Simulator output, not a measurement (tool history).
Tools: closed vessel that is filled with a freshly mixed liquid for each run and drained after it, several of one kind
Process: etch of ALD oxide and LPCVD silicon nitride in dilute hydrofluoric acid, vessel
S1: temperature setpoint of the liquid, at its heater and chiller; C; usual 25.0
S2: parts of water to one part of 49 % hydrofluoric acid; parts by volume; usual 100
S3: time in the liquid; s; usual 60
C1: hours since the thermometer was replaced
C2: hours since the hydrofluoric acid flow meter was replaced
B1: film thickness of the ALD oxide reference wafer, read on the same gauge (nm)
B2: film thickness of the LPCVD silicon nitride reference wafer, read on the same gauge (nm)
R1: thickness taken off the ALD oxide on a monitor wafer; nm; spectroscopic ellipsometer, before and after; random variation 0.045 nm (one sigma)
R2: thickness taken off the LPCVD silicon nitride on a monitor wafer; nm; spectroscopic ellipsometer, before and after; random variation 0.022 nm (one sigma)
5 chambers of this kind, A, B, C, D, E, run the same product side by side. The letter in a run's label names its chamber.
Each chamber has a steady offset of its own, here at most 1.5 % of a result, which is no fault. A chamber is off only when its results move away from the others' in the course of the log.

Run 1C, hour 3.0: usual settings; C1 130.8; C2 884.3; B1 129.98; B2 69.968. Result: R1 10.2450 nm, R2 0.31985 nm.
Run 2E, hour 5.7: usual settings; C1 122.3; C2 1043.4; B1 129.99; B2 70.009. Result: R1 10.1940 nm, R2 0.30250 nm.
Run 3D, hour 9.4: usual settings; C1 1773.3; C2 599.6; B1 130.01; B2 70.022. Result: R1 10.0950 nm, R2 0.31315 nm.
Run 4A, hour 12.7: usual settings; C1 903.6; C2 150.2; B1 130.03; B2 70.035. Result: R1 10.2440 nm, R2 0.33964 nm.
Run 5B, hour 15.9: usual settings; C1 2347.2; C2 531.1; B1 129.99; B2 70.013. Result: R1 10.0180 nm, R2 0.33474 nm.
Run 6B, hour 20.6: usual settings; C1 2351.9; C2 535.8; B1 130.04; B2 70.026. Result: R1 10.0860 nm, R2 0.31153 nm.
Run 7E, hour 24.1: usual settings; C1 140.7; C2 1061.8; B1 129.99; B2 69.995. Result: R1 10.1920 nm, R2 0.27925 nm.
Run 8A, hour 27.3: usual settings; C1 918.2; C2 164.8; B1 130.04; B2 69.970. Result: R1 10.2260 nm, R2 0.31786 nm.
Run 9C, hour 31.4: usual settings; C1 159.2; C2 912.7; B1 129.97; B2 70.008. Result: R1 10.2310 nm, R2 0.29814 nm.
Run 10D, hour 33.9: usual settings; C1 1797.8; C2 624.1; B1 130.00; B2 70.039. Result: R1 10.0850 nm, R2 0.32020 nm.
Run 11A, hour 36.2: usual settings; C1 927.1; C2 173.7; B1 130.00; B2 69.944. Result: R1 10.1660 nm, R2 0.30343 nm.
Run 12C, hour 41.7: usual settings; C1 169.5; C2 923.0; B1 129.98; B2 69.999. Result: R1 10.1110 nm, R2 0.28789 nm.
Run 13B, hour 46.4: usual settings; C1 2377.7; C2 561.6; B1 130.06; B2 70.002. Result: R1 10.1240 nm, R2 0.29286 nm.
Run 14D, hour 51.4: usual settings; C1 1815.3; C2 641.6; B1 129.99; B2 69.965. Result: R1 10.0380 nm, R2 0.29762 nm.
Run 15E, hour 56.8: usual settings; C1 173.4; C2 1094.5; B1 130.00; B2 70.025. Result: R1 10.1670 nm, R2 0.29805 nm.
Run 16B, hour 61.7: usual settings; C1 2393.0; C2 576.9; B1 129.99; B2 70.030. Result: R1 10.1510 nm, R2 0.31027 nm.
Run 17C, hour 66.8: usual settings; C1 194.6; C2 948.1; B1 129.99; B2 69.962. Result: R1 10.1060 nm, R2 0.31084 nm.
Run 18D, hour 71.4: usual settings; C1 1835.3; C2 661.6; B1 130.01; B2 70.020. Result: R1 10.1140 nm, R2 0.31340 nm.
Run 19E, hour 76.3: usual settings; C1 192.9; C2 1114.0; B1 130.00; B2 69.991. Result: R1 10.1390 nm, R2 0.32160 nm.
Run 20A, hour 81.0: usual settings; C1 971.9; C2 218.5; B1 129.96; B2 70.023. Result: R1 10.1900 nm, R2 0.31846 nm.
Run 21B, hour 84.8: usual settings; C1 2416.1; C2 600.0; B1 129.99; B2 70.054. Result: R1 10.0460 nm, R2 0.29648 nm.
Run 22E, hour 88.8: usual settings; C1 205.4; C2 1126.5; B1 130.02; B2 70.000. Result: R1 10.1130 nm, R2 0.33140 nm.
Run 23D, hour 92.9: usual settings; C1 1856.8; C2 683.1; B1 130.01; B2 69.968. Result: R1 10.1050 nm, R2 0.34004 nm.
Run 24A, hour 96.4: usual settings; C1 987.3; C2 233.9; B1 130.03; B2 70.052. Result: R1 10.1860 nm, R2 0.32095 nm.
Run 25C, hour 101.8: usual settings but S1 29.5 C; C1 229.6; C2 983.1; B1 130.02; B2 70.009. Result: R1 12.1380 nm, R2 0.42712 nm.
Run 26E, hour 106.6: usual settings but S1 29.5 C; C1 223.2; C2 1144.3; B1 130.06; B2 70.008. Result: R1 12.0930 nm, R2 0.40525 nm.
Run 27D, hour 111.9: usual settings but S1 29.5 C; C1 1875.8; C2 702.1; B1 130.01; B2 70.032. Result: R1 12.0130 nm, R2 0.36766 nm.
At hour 112.5: chamber C: hydrofluoric acid flow meter replaced.
Run 28C, hour 116.8: usual settings but S1 29.5 C; C1 244.6; C2 4.4; B1 130.03; B2 69.970. Result: R1 12.1830 nm, R2 0.43263 nm.
Run 29B, hour 122.0: usual settings but S1 29.5 C; C1 2453.3; C2 637.2; B1 129.99; B2 70.036. Result: R1 12.0340 nm, R2 0.43322 nm.
Run 30A, hour 126.2: usual settings; C1 1017.1; C2 263.7; B1 130.01; B2 70.023. Result: R1 10.1260 nm, R2 0.31162 nm.
Run 31A, hour 131.4: usual settings; C1 1022.3; C2 268.9; B1 130.01; B2 70.014. Result: R1 10.1970 nm, R2 0.29763 nm.
Run 32E, hour 136.5: usual settings; C1 253.1; C2 1174.2; B1 130.00; B2 70.013. Result: R1 10.1390 nm, R2 0.31447 nm.
Run 33B, hour 140.7: usual settings; C1 2472.0; C2 655.9; B1 129.97; B2 70.047. Result: R1 10.0770 nm, R2 0.31044 nm.
Run 34C, hour 145.9: usual settings; C1 273.7; C2 33.5; B1 130.01; B2 69.998. Result: R1 10.1010 nm, R2 0.32751 nm.
At hour 149.7: chamber A: thermometer replaced.
Run 35D, hour 150.7: usual settings; C1 1914.6; C2 740.9; B1 129.97; B2 69.953. Result: R1 10.1000 nm, R2 0.32372 nm.
Run 36A, hour 155.8: usual settings; C1 6.1; C2 293.3; B1 129.98; B2 69.983. Result: R1 10.2460 nm, R2 0.31355 nm.
Run 37B, hour 159.6: usual settings; C1 2490.9; C2 674.8; B1 130.00; B2 70.056. Result: R1 9.9924 nm, R2 0.28693 nm.
Run 38D, hour 162.8: usual settings; C1 1926.7; C2 753.0; B1 129.98; B2 70.004. Result: R1 10.0720 nm, R2 0.28594 nm.
Run 39E, hour 166.6: usual settings; C1 283.2; C2 1204.3; B1 129.98; B2 70.025. Result: R1 10.1310 nm, R2 0.27276 nm.
Run 40C, hour 171.4: usual settings; C1 299.2; C2 59.0; B1 129.98; B2 69.987. Result: R1 10.2500 nm, R2 0.28563 nm.
Run 41A, hour 176.0: usual settings; C1 26.3; C2 313.5; B1 129.99; B2 70.005. Result: R1 10.1380 nm, R2 0.29756 nm.
Run 42C, hour 179.9: usual settings; C1 307.7; C2 67.5; B1 129.99; B2 69.985. Result: R1 10.2120 nm, R2 0.27736 nm.
Run 43E, hour 184.8: usual settings; C1 301.4; C2 1222.5; B1 130.01; B2 69.992. Result: R1 10.1080 nm, R2 0.30087 nm.

Is one chamber off against the others, does the gauge drift, or is nothing wrong? If a chamber is off, say which, and what the likeliest cause is.

No chamber stands off beyond its own small offset, and the gauge holds steady.
